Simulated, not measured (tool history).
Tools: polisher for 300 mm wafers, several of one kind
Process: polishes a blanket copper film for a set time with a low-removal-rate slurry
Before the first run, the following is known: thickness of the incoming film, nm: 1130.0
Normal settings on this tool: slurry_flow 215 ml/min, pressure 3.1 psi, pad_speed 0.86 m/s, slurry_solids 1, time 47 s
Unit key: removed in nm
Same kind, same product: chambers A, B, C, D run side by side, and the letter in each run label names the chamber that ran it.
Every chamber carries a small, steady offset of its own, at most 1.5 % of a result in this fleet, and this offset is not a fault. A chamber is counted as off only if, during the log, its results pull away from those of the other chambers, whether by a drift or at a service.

{"run": "1D", "hour": 2.8, "slurry_flow": 215, "pressure": 3.1, "pad_speed": 0.86, "slurry_solids": 1, "time": 47, "removed": 131.75}
{"run": "2C", "hour": 6.3, "slurry_flow": 215, "pressure": 3.1, "pad_speed": 0.86, "slurry_solids": 1, "time": 47, "removed": 133.99}
{"run": "3B", "hour": 10.3, "slurry_flow": 215, "pressure": 3.1, "pad_speed": 0.86, "slurry_solids": 1, "time": 47, "removed": 136.6}
{"run": "4A", "hour": 13.3, "slurry_flow": 215, "pressure": 3.1, "pad_speed": 0.86, "slurry_solids": 1, "time": 47, "removed": 128.53}
{"run": "5D", "hour": 15.7, "slurry_flow": 215, "pressure": 3.1, "pad_speed": 0.86, "slurry_solids": 1, "time": 47, "removed": 132.55}
{"run": "6A", "hour": 18.5, "slurry_flow": 215, "pressure": 3.1, "pad_speed": 0.86, "slurry_solids": 1, "time": 47, "removed": 130.36}
{"hour": 18.8, "done": "chamber A: slurry blender recalibrated"}
{"run": "7B", "hour": 22.4, "slurry_flow": 215, "pressure": 3.1, "pad_speed": 0.86, "slurry_solids": 1, "time": 47, "removed": 135.46}
{"run": "8C", "hour": 27.5, "slurry_flow": 215, "pressure": 3.1, "pad_speed": 0.86, "slurry_solids": 1, "time": 47, "removed": 130.6}
{"run": "9B", "hour": 32.3, "slurry_flow": 215, "pressure": 3.1, "pad_speed": 0.86, "slurry_solids": 1, "time": 47, "removed": 131.11}
{"run": "10C", "hour": 37.5, "slurry_flow": 215, "pressure": 3.1, "pad_speed": 0.86, "slurry_solids": 1, "time": 47, "removed": 128.65}
{"run": "11A", "hour": 39.9, "slurry_flow": 215, "pressure": 3.1, "pad_speed": 0.86, "slurry_solids": 1, "time": 47, "removed": 134.05}
{"run": "12D", "hour": 43.7, "slurry_flow": 215, "pressure": 3.1, "pad_speed": 0.86, "slurry_solids": 1, "time": 47, "removed": 133.44}
{"run": "13C", "hour": 49.1, "slurry_flow": 215, "pressure": 3.1, "pad_speed": 0.86, "slurry_solids": 1, "time": 47, "removed": 132.94}
{"hour": 49.5, "done": "chamber A: worn pad replaced by a new one"}
{"run": "14D", "hour": 53.7, "slurry_flow": 215, "pressure": 3.1, "pad_speed": 0.86, "slurry_solids": 1, "time": 47, "removed": 131.97}
{"run": "15B", "hour": 56.1, "slurry_flow": 215, "pressure": 3.1, "pad_speed": 0.86, "slurry_solids": 1, "time": 47, "removed": 127.8}
{"hour": 57.4, "done": "chamber D: worn pad replaced by a new one"}
{"run": "16A", "hour": 58.5, "slurry_flow": 215, "pressure": 3.1, "pad_speed": 0.86, "slurry_solids": 1, "time": 47, "removed": 130.68}
{"run": "17A", "hour": 61.1, "slurry_flow": 215, "pressure": 3.1, "pad_speed": 0.86, "slurry_solids": 1, "time": 47, "removed": 131.27}
{"run": "18B", "hour": 63.8, "slurry_flow": 215, "pressure": 2.1, "pad_speed": 0.86, "slurry_solids": 1, "time": 58, "removed": 103.96}
{"run": "19C", "hour": 67.5, "slurry_flow": 215, "pressure": 2.1, "pad_speed": 0.86, "slurry_solids": 1, "time": 58, "removed": 110.61}
{"run": "20D", "hour": 72.8, "slurry_flow": 215, "pressure": 2.1, "pad_speed": 0.86, "slurry_solids": 1, "time": 58, "removed": 110.4}
{"run": "21C", "hour": 76.1, "slurry_flow": 215, "pressure": 2.1, "pad_speed": 0.86, "slurry_solids": 1, "time": 58, "removed": 110.61}
{"run": "22D", "hour": 80.1, "slurry_flow": 215, "pressure": 3.1, "pad_speed": 1.12, "slurry_solids": 1, "time": 47, "removed": 172.81}
{"run": "23A", "hour": 85.0, "slurry_flow": 215, "pressure": 3.1, "pad_speed": 1.12, "slurry_solids": 1, "time": 47, "removed": 168.59}
{"run": "24B", "hour": 89.8, "slurry_flow": 215, "pressure": 3.1, "pad_speed": 1.12, "slurry_solids": 1, "time": 47, "removed": 159.79}
{"run": "25B", "hour": 94.7, "slurry_flow": 215, "pressure": 3.1, "pad_speed": 1.12, "slurry_solids": 1, "time": 47, "removed": 157.79}
{"run": "26A", "hour": 99.7, "slurry_flow": 215, "pressure": 3.1, "pad_speed": 0.86, "slurry_solids": 1, "time": 52, "removed": 144.53}
{"hour": 102.1, "done": "chamber A: slurry nozzle cleaned"}
{"run": "27D", "hour": 103.5, "slurry_flow": 215, "pressure": 3.1, "pad_speed": 0.86, "slurry_solids": 1, "time": 52, "removed": 148.22}
{"run": "28C", "hour": 107.0, "slurry_flow": 215, "pressure": 3.1, "pad_speed": 0.86, "slurry_solids": 1, "time": 52, "removed": 147.31}
{"run": "29A", "hour": 110.6, "slurry_flow": 215, "pressure": 3.1, "pad_speed": 0.86, "slurry_solids": 1, "time": 52, "removed": 146.84}
{"hour": 111.8, "done": "chamber A: worn pad replaced by a new one"}
{"run": "30B", "hour": 115.4, "slurry_flow": 215, "pressure": 3.1, "pad_speed": 0.86, "slurry_solids": 1, "time": 47, "removed": 119.39}
{"run": "31D", "hour": 119.6, "slurry_flow": 215, "pressure": 2.5, "pad_speed": 0.86, "slurry_solids": 1.15, "time": 47, "removed": 108.52}
{"run": "32C", "hour": 124.3, "slurry_flow": 215, "pressure": 2.5, "pad_speed": 0.86, "slurry_solids": 1.15, "time": 47, "removed": 107.86}
{"run": "33A", "hour": 129.3, "slurry_flow": 215, "pressure": 2.5, "pad_speed": 0.86, "slurry_solids": 1.15, "time": 47, "removed": 113}
{"run": "34C", "hour": 132.7, "slurry_flow": 215, "pressure": 2.5, "pad_speed": 0.86, "slurry_solids": 1.15, "time": 47, "removed": 111.95}

Does one chamber stand apart from the rest, does the shared gauge drift, or is all well apart from small per-chamber offsets? Give the chamber and the most likely cause, where there is one.

Little by little, chamber B moves away from the other chambers.
Most likely cause: removal rate lost through wear of the pad, % = 7.65.
Not necessarily distinguishable in this log from: slurry flow missing at the pad, %; head's pressure below its setpoint, %; abrasive missing from the slurry, %.

Which of the 4 candidates below, each the usual settings with something changed and its results left as question marks, puts chamber B back in line with what the other chambers give on the usual settings?
To be in line, a result may differ from the other chambers' mean on the usual settings by at most: removed 6.9 nm
{"run": "35B-1", "hour": 136.5, "slurry_flow": 210, "pressure": 2.8, "pad_speed": 0.78, "slurry_solids": 1, "time": 47, "removed": "?"}
{"run": "35B-2", "hour": 136.5, "slurry_flow": 220, "pressure": 3.1, "pad_speed": 0.94, "slurry_solids": 1, "time": 47, "removed": "?"}
{"run": "35B-3", "hour": 136.5, "slurry_flow": 215, "pressure": 3.3, "pad_speed": 0.92, "slurry_solids": 1, "time": 50, "removed": "?"}
{"run": "35B-4", "hour": 136.5, "slurry_flow": 215, "pressure": 2.9, "pad_speed": 0.82, "slurry_solids": 1, "time": 47, "removed": "?"}

Usual-settings mean across the other chambers: removed 132.14 nm
run=35B-1 removed=98.398
run=35B-2 removed=131.47
run=35B-3 removed=145.22
run=35B-4 removed=107.31
35B-2 brings the chamber back in line.
